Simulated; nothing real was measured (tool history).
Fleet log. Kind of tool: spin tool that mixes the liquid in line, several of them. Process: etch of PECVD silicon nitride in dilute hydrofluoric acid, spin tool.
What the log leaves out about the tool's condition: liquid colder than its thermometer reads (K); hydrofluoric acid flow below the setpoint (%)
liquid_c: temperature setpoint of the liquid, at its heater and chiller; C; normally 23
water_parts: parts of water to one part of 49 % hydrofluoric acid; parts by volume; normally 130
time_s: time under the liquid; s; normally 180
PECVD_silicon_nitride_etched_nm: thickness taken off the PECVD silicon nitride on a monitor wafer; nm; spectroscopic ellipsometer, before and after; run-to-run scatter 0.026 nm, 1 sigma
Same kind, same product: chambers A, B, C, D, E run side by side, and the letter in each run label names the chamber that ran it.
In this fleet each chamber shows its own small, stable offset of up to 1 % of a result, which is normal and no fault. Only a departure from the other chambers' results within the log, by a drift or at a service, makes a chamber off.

run	hour	liquid_c	water_parts	time_s	hours since the thermometer was replaced	hours since the hydrofluoric acid flow meter was replaced	read-back film thickness of the PECVD silicon nitride reference wafer, read on the same gauge (nm)	PECVD_silicon_nitride_etched_nm
1D	6.1	23	130	180	594.6	908.7	69.99	2.197
2C	15.4	23	130	180	547.4	1310.7	69.956	2.2627
3E	22.4	23	130	180	2746.3	264.2	70.035	2.1873
4B	29.6	23	130	180	679.7	902.4	70	2.1684
5A	41.3	23	130	180	69.7	281.2	70.024	2.2352
6B	50.3	23	130	180	700.4	923.1	70.023	2.2279
7E	57.5	23	130	180	2781.4	299.3	69.985	2.2112
8C	65.3	23	130	180	597.3	1360.6	70.04	2.1846
9D	77.2	23	130	180	665.7	979.8	69.975	2.1893
10A	84	23	130	180	112.4	323.9	70.023	2.1591
11C	94.8	23	130	180	626.8	1390.1	69.949	2.2034
12A	102.5	23	130	180	130.9	342.4	70.027	2.1958
13D	114	23	130	180	702.5	1016.6	70.017	2.2163
14B	124.2	23	130	180	774.3	997	69.983	2.2081
15E	131.2	23	130	180	2855.1	373	70.005	2.1982
16A	137.6	23	130	180	166	377.5	70.006	2.2393
17C	147.4	23	130	180	679.4	1442.7	69.969	2.0622
18E	155.4	23	130	180	2879.3	397.2	70.024	2.2039
19B	165.8	23	130	180	815.9	1038.6	70.045	2.2172
20D	171.9	23	130	180	760.4	1074.5	69.983	2.2228
21E	179.4	23	130	180	2903.3	421.2	70.033	2.215
22A	185.2	23	130	135	213.6	425.1	69.942	1.6365
23B	191.4	23	130	135	841.5	1064.2	70.006	1.6473
24D	202	23	130	135	790.5	1104.6	70.012	1.6576
25C	210.2	23	130	135	742.2	1505.5	69.976	1.5068
26E	218.4	23	130	135	2942.3	460.2	70.039	1.6817
27B	227.8	23	130	180	877.9	1100.6	69.971	2.1831
28D	238.4	23	130	180	826.9	1141	70.038	2.2153
29C	248.8	23	110	180	780.8	1544.1	70.021	2.3349
30A	256.4	23	110	180	284.8	496.3	70.01	2.5828

Is one chamber out of step, is the gauge drifting, or do the chambers differ by no more than their own small offsets? For an off chamber, give its letter and the likeliest cause.

It is chamber C that slowly wanders off from its peers.
Likeliest cause: liquid colder than its thermometer reads (K) = 2.
It could be hard to tell apart here from: hydrofluoric acid flow below the setpoint (%).

Below are 4 candidate recipes for chamber C's next run, each the usual settings with a change, their results shown as question marks. Which of them brings C's results back in line with what the other chambers give on the usual settings?
In line here means within this much of the mean the other chambers give on the usual settings: PECVD_silicon_nitride_etched_nm 0.091 nm
31C-1	265.9	23	135	180				?
31C-2	265.9	23	130	160				?
31C-3	265.9	23.5	125	190				?
31C-4	265.9	23	130	190				?

The other chambers' mean on the usual settings: PECVD_silicon_nitride_etched_nm 2.2064 nm
run	PECVD_silicon_nitride_etched_nm
31C-1	1.8747
31C-2	1.7286
31C-3	2.2047
31C-4	2.0527
With 31C-3, the chamber falls back in line with the rest.
